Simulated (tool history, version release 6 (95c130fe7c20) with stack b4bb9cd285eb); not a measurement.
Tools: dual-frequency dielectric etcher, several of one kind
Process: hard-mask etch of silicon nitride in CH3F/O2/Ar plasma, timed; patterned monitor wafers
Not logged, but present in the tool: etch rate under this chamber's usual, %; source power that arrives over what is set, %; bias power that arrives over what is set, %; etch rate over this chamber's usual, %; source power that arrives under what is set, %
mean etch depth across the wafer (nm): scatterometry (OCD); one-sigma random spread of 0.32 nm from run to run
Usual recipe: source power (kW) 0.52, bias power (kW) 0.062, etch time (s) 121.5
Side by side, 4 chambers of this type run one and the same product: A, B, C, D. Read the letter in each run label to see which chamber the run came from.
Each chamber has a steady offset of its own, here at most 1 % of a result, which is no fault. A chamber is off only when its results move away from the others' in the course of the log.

run,hour,source power (kW),bias power (kW),etch time (s),hours since the last wet clean,hours since the last source power generator calibration,hours since the last bias power generator calibration,"read-back reference wafer on the same gauge, depth_nm",mean etch depth across the wafer (nm)
1D,5,0.52,0.062,121.5,301.6,1332.1,1597.4,79.488,89.541
2A,13.5,0.52,0.062,121.5,316.2,1249.8,843.6,79.435,89.527
3B,23.7,0.52,0.062,121.5,76.6,3188.5,1525.5,79.455,89.81
4C,32.6,0.52,0.062,121.5,367.6,291.2,1337.1,79.424,89.186
5C,41.8,0.52,0.062,121.5,376.8,300.4,1346.3,79.493,89.125
6A,51.1,0.52,0.056,121.5,353.8,1287.4,881.2,79.453,86.412
7B,58.8,0.52,0.056,121.5,111.7,3223.6,1560.6,79.393,86.631
8D,64,0.52,0.056,121.5,360.6,1391.1,1656.4,79.409,85.985
9B,70.4,0.52,0.056,121.5,123.3,3235.2,1572.2,79.397,86.588
10A,80.3,0.52,0.062,121.5,383,1316.6,910.4,79.454,89.065
11D,89.5,0.52,0.062,121.5,386.1,1416.6,1681.9,79.415,89.537
12C,97.8,0.52,0.062,121.5,432.8,356.4,1402.3,79.388,89.604
13B,102.4,0.52,0.062,121.5,155.3,3267.2,1604.2,79.31,89.474
# hour 105.2: chamber A: wet clean of the chamber
14C,108.3,0.52,0.062,121.5,443.3,366.9,1412.8,79.396,89.169
15D,116.6,0.52,0.062,121.5,413.2,1443.7,1709,79.471,89.356
16A,126.2,0.52,0.062,121.5,21,1362.5,956.3,79.443,84.809
17B,136,0.52,0.062,121.5,188.9,3300.8,1637.8,79.475,89.004
18C,144.1,0.52,0.062,121.5,479.1,402.7,1448.6,79.313,89.544
19D,148.9,0.52,0.062,121.5,445.5,1476,1741.3,79.378,89.337
20A,157.9,0.52,0.062,121.5,52.7,1394.2,988,79.471,85.538
21D,166.5,0.52,0.062,121.5,463.1,1493.6,1758.9,79.467,89.423
22C,172.8,0.52,0.062,121.5,507.8,431.4,1477.3,79.407,89.558
23A,182.1,0.52,0.062,121.5,76.9,1418.4,1012.2,79.479,85.221
24B,186.9,0.52,0.062,121.5,239.8,3351.7,1688.7,79.364,89.709
25B,194.8,0.59,0.062,121.5,247.7,3359.6,1696.6,79.356,93.629
# hour 198.4: chamber C: wet clean of the chamber
# hour 199.8: chamber D: wet clean of the chamber
26A,201.8,0.59,0.062,121.5,96.6,1438.1,1031.9,79.428,89.563
27C,210,0.59,0.062,121.5,11.7,468.6,1514.5,79.355,93.529
28D,216.5,0.59,0.062,121.5,16.7,1543.6,1808.9,79.409,93.929
29C,225.6,0.52,0.062,121.5,27.3,484.2,1530.1,79.348,89.2
30A,233.3,0.52,0.062,121.5,128.1,1469.6,1063.4,79.466,85.435
31B,238.6,0.52,0.062,121.5,291.5,3403.4,1740.4,79.354,89.858
32D,244.6,0.52,0.062,121.5,44.8,1571.7,1837,79.375,89.605

The same settings go to every chamber for the next run, one line per chamber below. Forecast the results for each:
33A,252.1,0.52,0.062,121.5,,,,,?
33B,252.1,0.52,0.062,121.5,,,,,?
33C,252.1,0.52,0.062,121.5,,,,,?
33D,252.1,0.52,0.062,121.5,,,,,?

run,mean etch depth across the wafer (nm)
33A,85.137
33B,89.997
33C,89.43
33D,89.36

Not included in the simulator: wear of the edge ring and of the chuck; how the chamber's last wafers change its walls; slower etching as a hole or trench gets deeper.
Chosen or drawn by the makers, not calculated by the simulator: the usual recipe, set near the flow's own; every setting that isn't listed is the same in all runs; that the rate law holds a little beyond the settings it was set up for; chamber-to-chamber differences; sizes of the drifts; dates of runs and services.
